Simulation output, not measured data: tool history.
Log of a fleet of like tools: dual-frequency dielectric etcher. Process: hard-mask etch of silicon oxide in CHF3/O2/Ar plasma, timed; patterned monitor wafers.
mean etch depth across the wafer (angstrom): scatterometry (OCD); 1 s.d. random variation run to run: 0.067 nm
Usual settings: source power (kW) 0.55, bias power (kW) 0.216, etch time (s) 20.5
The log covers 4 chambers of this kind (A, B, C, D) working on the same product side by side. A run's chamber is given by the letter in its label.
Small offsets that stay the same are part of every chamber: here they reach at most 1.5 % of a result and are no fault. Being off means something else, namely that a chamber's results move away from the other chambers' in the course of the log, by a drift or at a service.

run,hour,source power (kW),bias power (kW),etch time (s),hours since the last wet clean,hours since the last source power generator calibration,hours since the last bias power generator calibration,"read-back reference wafer on the same gauge, depth_nm",mean etch depth across the wafer (angstrom)
1C,15.8,0.55,0.216,20.5,407.2,2315.6,246.1,40.098,417.74
2A,30.9,0.55,0.216,20.5,410.8,3536.2,1094.3,40.132,418.58
3D,47.6,0.55,0.216,20.5,185.3,2456,1437.6,40.115,419.96
# hour 48.8: chamber A: wet clean of the chamber
# hour 55.4: chamber D: source power generator calibrated
4B,60.9,0.55,0.216,20.5,345.3,2422.2,1670.1,40.14,421.25
# hour 66.6: chamber B: source power generator calibrated
# hour 72.1: chamber B: wet clean of the chamber
5D,72.8,0.55,0.216,20.5,210.5,17.5,1462.8,40.136,420.6
6C,82.4,0.55,0.216,20.5,473.8,2382.2,312.7,40.138,417.24
7A,90.3,0.55,0.216,20.5,41.5,3595.6,1153.7,40.141,418.61
8B,102.9,0.55,0.216,20.5,30.8,36.3,1712.1,40.155,421.9
9B,119,0.55,0.216,20.5,46.9,52.4,1728.2,40.155,422.07
10D,128.7,0.55,0.216,20.5,266.4,73.4,1518.7,40.176,421.08
11A,144.8,0.55,0.216,20.5,96,3650.1,1208.2,40.178,418.39
12C,155.3,0.55,0.216,20.5,546.7,2455.1,385.6,40.191,417.4
13D,169.5,0.55,0.216,20.5,307.2,114.2,1559.5,40.189,420.87
14C,179.9,0.55,0.216,20.5,571.3,2479.7,410.2,40.198,417.86
15A,192.1,0.55,0.216,20.5,143.3,3697.4,1255.5,40.207,419.05
16B,201,0.55,0.216,20.5,128.9,134.4,1810.2,40.214,423.78
# hour 203.5: chamber C: wet clean of the chamber
17D,214.2,0.55,0.216,20.5,351.9,158.9,1604.2,40.225,421.6
18C,229.7,0.55,0.216,20.5,26.2,2529.5,460,40.225,418.95
19B,243.5,0.55,0.216,20.5,171.4,176.9,1852.7,40.242,421.88
20A,257.2,0.55,0.216,20.5,208.4,3762.5,1320.6,40.235,417.67
21B,272.6,0.55,0.216,20.5,200.5,206,1881.8,40.249,422.84
22C,288,0.55,0.216,20.5,84.5,2587.8,518.3,40.256,418.66
23A,304.4,0.55,0.216,20.5,255.6,3809.7,1367.8,40.256,418.83
24D,316.4,0.55,0.216,20.5,454.1,261.1,1706.4,40.262,422.52
25A,326.7,0.55,0.216,20.5,277.9,3832,1390.1,40.257,418.4
26D,336.3,0.55,0.216,20.5,474,281,1726.3,40.282,422.26
27C,344.1,0.55,0.199,20.5,140.6,2643.9,574.4,40.278,406.64
# hour 353.4: chamber D: wet clean of the chamber
28B,358.3,0.55,0.199,20.5,286.2,291.7,1967.5,40.29,410.88
29D,369.7,0.55,0.199,20.5,16.3,314.4,1759.7,40.291,409.35
# hour 378.7: chamber A: source power generator calibrated
30C,381.4,0.55,0.199,20.5,177.9,2681.2,611.7,40.321,407.43
31A,394.8,0.55,0.216,20.5,346,16.1,1458.2,40.322,419.17
32B,404.3,0.55,0.216,20.5,332.2,337.7,2013.5,40.326,424.56
33D,419.4,0.55,0.216,20.5,66,364.1,1809.4,40.327,421.56
34B,433.5,0.55,0.216,20.5,361.4,366.9,2042.7,40.311,423.13
35C,443.3,0.55,0.216,20.5,239.8,2743.1,673.6,40.352,418.61
# hour 452.9: chamber B: wet clean of the chamber
36A,455.5,0.61,0.216,20.5,406.7,76.8,1518.9,40.352,436.76
37B,469.3,0.61,0.216,20.5,16.5,402.7,2078.5,40.364,440.81
38D,479.6,0.61,0.216,20.5,126.2,424.3,1869.6,40.366,440.43

All chambers now run identical settings, listed one chamber a line with results as question marks. What results will each chamber show?
39A,491.5,0.55,0.216,14.5,,,,,?
39B,491.5,0.55,0.216,14.5,,,,,?
39C,491.5,0.55,0.216,14.5,,,,,?
39D,491.5,0.55,0.216,14.5,,,,,?

run,mean etch depth across the wafer (angstrom)
39A,297.23
39B,300.44
39C,296.51
39D,299.52
